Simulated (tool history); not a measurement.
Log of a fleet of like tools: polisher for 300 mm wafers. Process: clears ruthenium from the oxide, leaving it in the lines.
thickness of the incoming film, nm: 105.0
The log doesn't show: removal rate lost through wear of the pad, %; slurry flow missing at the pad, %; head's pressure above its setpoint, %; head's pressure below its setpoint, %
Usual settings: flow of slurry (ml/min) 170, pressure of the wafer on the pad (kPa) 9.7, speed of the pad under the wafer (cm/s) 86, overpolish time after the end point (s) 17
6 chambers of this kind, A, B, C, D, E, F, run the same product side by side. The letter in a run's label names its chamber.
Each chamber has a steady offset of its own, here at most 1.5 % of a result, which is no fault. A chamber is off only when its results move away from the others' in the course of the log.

| run | hour | flow of slurry (ml/min) | pressure of the wafer on the pad (kPa) | speed of the pad under the wafer (cm/s) | overpolish time after the end point (s) | wafers polished on this pad | hours since the slurry nozzle was cleaned | hours since the head pressure was calibrated | time until the end point was called (s) |
|---|---|---|---|---|---|---|---|---|---|
| 1D | 8 | 170 | 9.7 | 86 | 17 | 627 | 92.3 | 57.3 | 148.22 |
|  | 10.8 | chamber D: worn pad replaced by a new one |
| 2E | 22.2 | 170 | 9.7 | 86 | 17 | 297 | 174.2 | 1143.6 | 154.33 |
| 3B | 36.9 | 170 | 9.7 | 86 | 17 | 435 | 49 | 254.9 | 154.83 |
| 4F | 51.5 | 170 | 9.7 | 86 | 17 | 669 | 473.1 | 120.5 | 153.64 |
|  | 55.7 | chamber C: slurry nozzle cleaned |
| 5A | 66.3 | 170 | 9.7 | 58 | 9 | 602 | 554.7 | 242.8 | 223.55 |
|  | 66.8 | chamber F: worn pad replaced by a new one |
|  | 77.9 | chamber C: worn pad replaced by a new one |
| 6C | 78.1 | 170 | 9.7 | 58 | 9 | 1 | 22.4 | 310.9 | 229.02 |
| 7E | 90.2 | 170 | 9.7 | 58 | 9 | 824 | 242.2 | 1211.6 | 222.04 |
|  | 92.7 | chamber E: worn pad replaced by a new one |
|  | 95.7 | chamber D: worn pad replaced by a new one |
|  | 99.1 | chamber B: worn pad replaced by a new one |
| 8A | 99.4 | 170 | 9.7 | 58 | 9 | 859 | 587.8 | 275.9 | 225.44 |
| 9D | 111.3 | 170 | 9.7 | 58 | 9 | 121 | 195.6 | 160.6 | 222.76 |
| 10F | 127.5 | 170 | 9.7 | 58 | 9 | 471 | 549.1 | 196.5 | 226.78 |
| 11C | 137.4 | 170 | 9.7 | 86 | 17 | 462 | 81.7 | 370.2 | 150.64 |
| 12B | 145.7 | 170 | 9.7 | 86 | 17 | 361 | 157.8 | 363.7 | 154.36 |
|  | 151.6 | chamber A: slurry nozzle cleaned |
| 13F | 157.7 | 170 | 9.7 | 86 | 17 | 705 | 579.3 | 226.7 | 157.01 |
|  | 164.3 | chamber A: worn pad replaced by a new one |
| 14E | 173.8 | 170 | 9.7 | 86 | 17 | 630 | 325.8 | 1295.2 | 155.16 |
|  | 178.8 | chamber F: worn pad replaced by a new one |
|  | 181.4 | chamber B: head pressure recalibrated |
| 15C | 189.8 | 170 | 9.7 | 86 | 17 | 868 | 134.1 | 422.6 | 150.27 |
|  | 194.8 | chamber B: worn pad replaced by a new one |
|  | 199 | chamber E: worn pad replaced by a new one |
| 16A | 199.5 | 170 | 9.7 | 86 | 17 | 273 | 48 | 376 | 147.25 |
|  | 201.6 | chamber D: worn pad replaced by a new one |
| 17B | 209.7 | 170 | 9.7 | 86 | 17 | 116 | 221.8 | 28.4 | 151.23 |
|  | 212.9 | chamber E: head pressure recalibrated |
| 18D | 224.4 | 170 | 9.7 | 86 | 17 | 177 | 308.7 | 273.7 | 153.12 |
| 19F | 233.9 | 170 | 7.6 | 76 | 17 | 428 | 655.5 | 302.9 | 216.06 |
| 20A | 244.3 | 170 | 7.6 | 76 | 17 | 621 | 92.8 | 420.8 | 211.62 |
|  | 245.4 | chamber C: worn pad replaced by a new one |
| 21C | 258.9 | 170 | 7.6 | 76 | 17 | 105 | 203.2 | 491.7 | 216.75 |
|  | 269.1 | chamber F: worn pad replaced by a new one |
| 22E | 269.5 | 170 | 7.6 | 76 | 17 | 547 | 421.5 | 56.6 | 220.32 |
| 23D | 279.9 | 170 | 7.6 | 76 | 17 | 608 | 364.2 | 329.2 | 220.83 |
| 24B | 290 | 170 | 7.6 | 76 | 17 | 739 | 302.1 | 108.7 | 216.7 |
|  | 293.8 | chamber D: worn pad replaced by a new one |
| 25E | 303.8 | 170 | 9.7 | 86 | 17 | 814 | 455.8 | 90.9 | 151.17 |
|  | 315.9 | chamber B: worn pad replaced by a new one |
| 26A | 316.2 | 170 | 9.7 | 86 | 17 | 1179 | 164.7 | 492.7 | 142.92 |
| 27C | 327 | 125 | 12.4 | 86 | 17 | 633 | 271.3 | 559.8 | 125.43 |
|  | 329.4 | chamber F: slurry nozzle cleaned |
|  | 336.5 | chamber E: worn pad replaced by a new one |
| 28B | 336.8 | 125 | 12.4 | 86 | 17 | 163 | 348.9 | 155.5 | 126.79 |
| 29F | 346 | 125 | 12.4 | 86 | 17 | 597 | 16.7 | 415 | 126.2 |
| 30D | 355.1 | 125 | 12.4 | 86 | 17 | 476 | 439.4 | 404.4 | 126.33 |
|  | 357.1 | chamber A: worn pad replaced by a new one |
|  | 359.5 | chamber C: slurry nozzle cleaned |
| 31F | 367.7 | 125 | 12.4 | 86 | 17 | 766 | 38.4 | 436.7 | 124.79 |
|  | 375.9 | chamber F: worn pad replaced by a new one |
|  | 378.8 | chamber D: slurry nozzle cleaned |
| 32A | 380.8 | 125 | 12.4 | 86 | 17 | 184 | 229.3 | 557.3 | 112.6 |
| 33D | 391.6 | 170 | 9.7 | 86 | 17 | 759 | 12.8 | 440.9 | 153.73 |
| 34B | 399.6 | 170 | 9.7 | 86 | 17 | 650 | 411.7 | 218.3 | 152.11 |
|  | 405.1 | chamber D: worn pad replaced by a new one |
| 35C | 411.4 | 170 | 9.7 | 86 | 17 | 1289 | 52 | 644.2 | 150.24 |
| 36E | 421.7 | 170 | 9.7 | 86 | 17 | 661 | 573.7 | 208.8 | 152.45 |
| 37D | 432.6 | 135 | 9.7 | 86 | 17 | 214 | 53.8 | 481.9 | 157.17 |
|  | 444 | chamber C: worn pad replaced by a new one |
| 38E | 445.6 | 135 | 9.7 | 86 | 17 | 847 | 597.6 | 232.7 | 159.54 |
| 39F | 459.2 | 135 | 9.7 | 86 | 17 | 646 | 129.9 | 528.2 | 160.63 |
| 40A | 474.3 | 135 | 9.7 | 86 | 17 | 910 | 322.8 | 650.8 | 141.93 |
| 41C | 487.6 | 135 | 9.7 | 86 | 17 | 339 | 128.2 | 720.4 | 158.26 |

All 6 chambers run these settings next. Forecast each chamber's results:
| 42A | 499.2 | 145 | 9.7 | 86 | 17 |  |  |  | ? |
| 42B | 499.2 | 145 | 9.7 | 86 | 17 |  |  |  | ? |
| 42C | 499.2 | 145 | 9.7 | 86 | 17 |  |  |  | ? |
| 42D | 499.2 | 145 | 9.7 | 86 | 17 |  |  |  | ? |
| 42E | 499.2 | 145 | 9.7 | 86 | 17 |  |  |  | ? |
| 42F | 499.2 | 145 | 9.7 | 86 | 17 |  |  |  | ? |

| run | time until the end point was called (s) |
|---|---|
| 42A | 138.69 |
| 42B | 154.73 |
| 42C | 154.95 |
| 42D | 155.3 |
| 42E | 153.84 |
| 42F | 154.65 |
